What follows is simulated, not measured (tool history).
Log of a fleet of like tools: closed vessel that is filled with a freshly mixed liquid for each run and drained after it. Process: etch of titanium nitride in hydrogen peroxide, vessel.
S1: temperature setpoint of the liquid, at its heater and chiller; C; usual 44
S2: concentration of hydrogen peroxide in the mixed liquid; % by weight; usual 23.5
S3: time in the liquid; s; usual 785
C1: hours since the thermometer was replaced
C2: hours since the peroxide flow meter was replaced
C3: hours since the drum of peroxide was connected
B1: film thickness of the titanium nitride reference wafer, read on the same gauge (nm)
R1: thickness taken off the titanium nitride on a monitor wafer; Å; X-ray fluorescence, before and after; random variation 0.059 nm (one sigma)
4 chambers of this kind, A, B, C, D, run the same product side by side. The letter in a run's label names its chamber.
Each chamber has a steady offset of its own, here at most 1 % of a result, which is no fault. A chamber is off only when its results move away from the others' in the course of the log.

{"run": "1C", "day": 0.125, "S1": 44, "S2": 23.5, "S3": 785, "C1": 471.7, "C2": 1126.8, "C3": 153.3, "B1": 129.98, "R1": 155.5}
{"run": "2A", "day": 0.329, "S1": 44, "S2": 23.5, "S3": 785, "C1": 70.7, "C2": 100.1, "C3": 75.5, "B1": 129.98, "R1": 154.98}
{"run": "3B", "day": 0.45, "S1": 44, "S2": 23.5, "S3": 785, "C1": 789.5, "C2": 973.4, "C3": 48.4, "B1": 130.01, "R1": 156.28}
{"run": "4D", "day": 0.608, "S1": 44, "S2": 23.5, "S3": 785, "C1": 1015.4, "C2": 1721.0, "C3": 341.7, "B1": 129.98, "R1": 153.86}
{"run": "5A", "day": 0.725, "S1": 44, "S2": 23.5, "S3": 785, "C1": 80.2, "C2": 109.6, "C3": 85.0, "B1": 130.01, "R1": 154.12}
{"run": "6D", "day": 0.871, "S1": 44, "S2": 23.5, "S3": 785, "C1": 1021.7, "C2": 1727.3, "C3": 348.0, "B1": 130.04, "R1": 154.37}
{"run": "7C", "day": 1.058, "S1": 44, "S2": 23.5, "S3": 785, "C1": 494.1, "C2": 1149.2, "C3": 175.7, "B1": 129.99, "R1": 155.5}
{"run": "8B", "day": 1.233, "S1": 44, "S2": 23.5, "S3": 785, "C1": 808.3, "C2": 992.2, "C3": 67.2, "B1": 130.01, "R1": 154.8}
{"run": "9C", "day": 1.383, "S1": 44, "S2": 23.5, "S3": 785, "C1": 501.9, "C2": 1157.0, "C3": 183.5, "B1": 129.97, "R1": 155.24}
{"run": "10B", "day": 1.604, "S1": 44, "S2": 23.5, "S3": 785, "C1": 817.2, "C2": 1001.1, "C3": 76.1, "B1": 130.0, "R1": 154.26}
{"run": "11D", "day": 1.792, "S1": 44, "S2": 23.5, "S3": 340, "C1": 1043.8, "C2": 1749.4, "C3": 370.1, "B1": 130.02, "R1": 67.296}
{"run": "12A", "day": 2.008, "S1": 44, "S2": 23.5, "S3": 340, "C1": 111.0, "C2": 140.4, "C3": 115.8, "B1": 130.01, "R1": 66.612}
{"run": "13C", "day": 2.179, "S1": 44, "S2": 23.5, "S3": 340, "C1": 521.0, "C2": 1176.1, "C3": 202.6, "B1": 130.02, "R1": 67.711}
{"run": "14B", "day": 2.342, "S1": 44, "S2": 23.5, "S3": 340, "C1": 834.9, "C2": 1018.8, "C3": 93.8, "B1": 130.0, "R1": 66.791}
{"run": "15A", "day": 2.483, "S1": 44, "S2": 23.5, "S3": 785, "C1": 122.4, "C2": 151.8, "C3": 127.2, "B1": 130.02, "R1": 155.45}
{"run": "16D", "day": 2.625, "S1": 44, "S2": 23.5, "S3": 445, "C1": 1063.8, "C2": 1769.4, "C3": 390.1, "B1": 129.98, "R1": 88.852}
{"run": "17D", "day": 2.804, "S1": 44, "S2": 23.5, "S3": 445, "C1": 1068.1, "C2": 1773.7, "C3": 394.4, "B1": 130.01, "R1": 88.534}
{"run": "18A", "day": 2.954, "S1": 44, "S2": 23.5, "S3": 445, "C1": 133.7, "C2": 163.1, "C3": 138.5, "B1": 130.0, "R1": 87.404}
{"run": "19B", "day": 3.162, "S1": 44, "S2": 23.5, "S3": 445, "C1": 854.6, "C2": 1038.5, "C3": 113.5, "B1": 130.02, "R1": 87.915}
{"run": "20C", "day": 3.354, "S1": 44, "S2": 23.5, "S3": 785, "C1": 549.2, "C2": 1204.3, "C3": 230.8, "B1": 130.01, "R1": 155.08}
{"run": "21C", "day": 3.521, "S1": 44, "S2": 23.5, "S3": 785, "C1": 553.2, "C2": 1208.3, "C3": 234.8, "B1": 129.98, "R1": 156.16}
{"run": "22A", "day": 3.733, "S1": 44, "S2": 23.5, "S3": 785, "C1": 152.4, "C2": 181.8, "C3": 157.2, "B1": 130.03, "R1": 154.0}
{"run": "23B", "day": 3.858, "S1": 44, "S2": 23.5, "S3": 785, "C1": 871.3, "C2": 1055.2, "C3": 130.2, "B1": 130.01, "R1": 153.32}
{"run": "24D", "day": 4.012, "S1": 44, "S2": 23.5, "S3": 785, "C1": 1097.1, "C2": 1802.7, "C3": 423.4, "B1": 129.96, "R1": 158.5}
{"run": "25A", "day": 4.162, "S1": 44, "S2": 23.5, "S3": 785, "C1": 162.7, "C2": 192.1, "C3": 167.5, "B1": 130.04, "R1": 154.99}
{"run": "26C", "day": 4.312, "S1": 44, "S2": 23.5, "S3": 785, "C1": 572.2, "C2": 1227.3, "C3": 253.8, "B1": 129.99, "R1": 155.21}
{"run": "27B", "day": 4.425, "S1": 44, "S2": 23.5, "S3": 785, "C1": 884.9, "C2": 1068.8, "C3": 143.8, "B1": 130.0, "R1": 154.0}

Next, every chamber runs the same settings. What will each give?
{"run": "28A", "day": 4.596, "S1": 48, "S2": 23.5, "S3": 785, "R1": "?"}
{"run": "28B", "day": 4.596, "S1": 48, "S2": 23.5, "S3": 785, "R1": "?"}
{"run": "28C", "day": 4.596, "S1": 48, "S2": 23.5, "S3": 785, "R1": "?"}
{"run": "28D", "day": 4.596, "S1": 48, "S2": 23.5, "S3": 785, "R1": "?"}

run=28A R1=207.640
run=28B R1=206.670
run=28C R1=209.950
run=28D R1=212.600
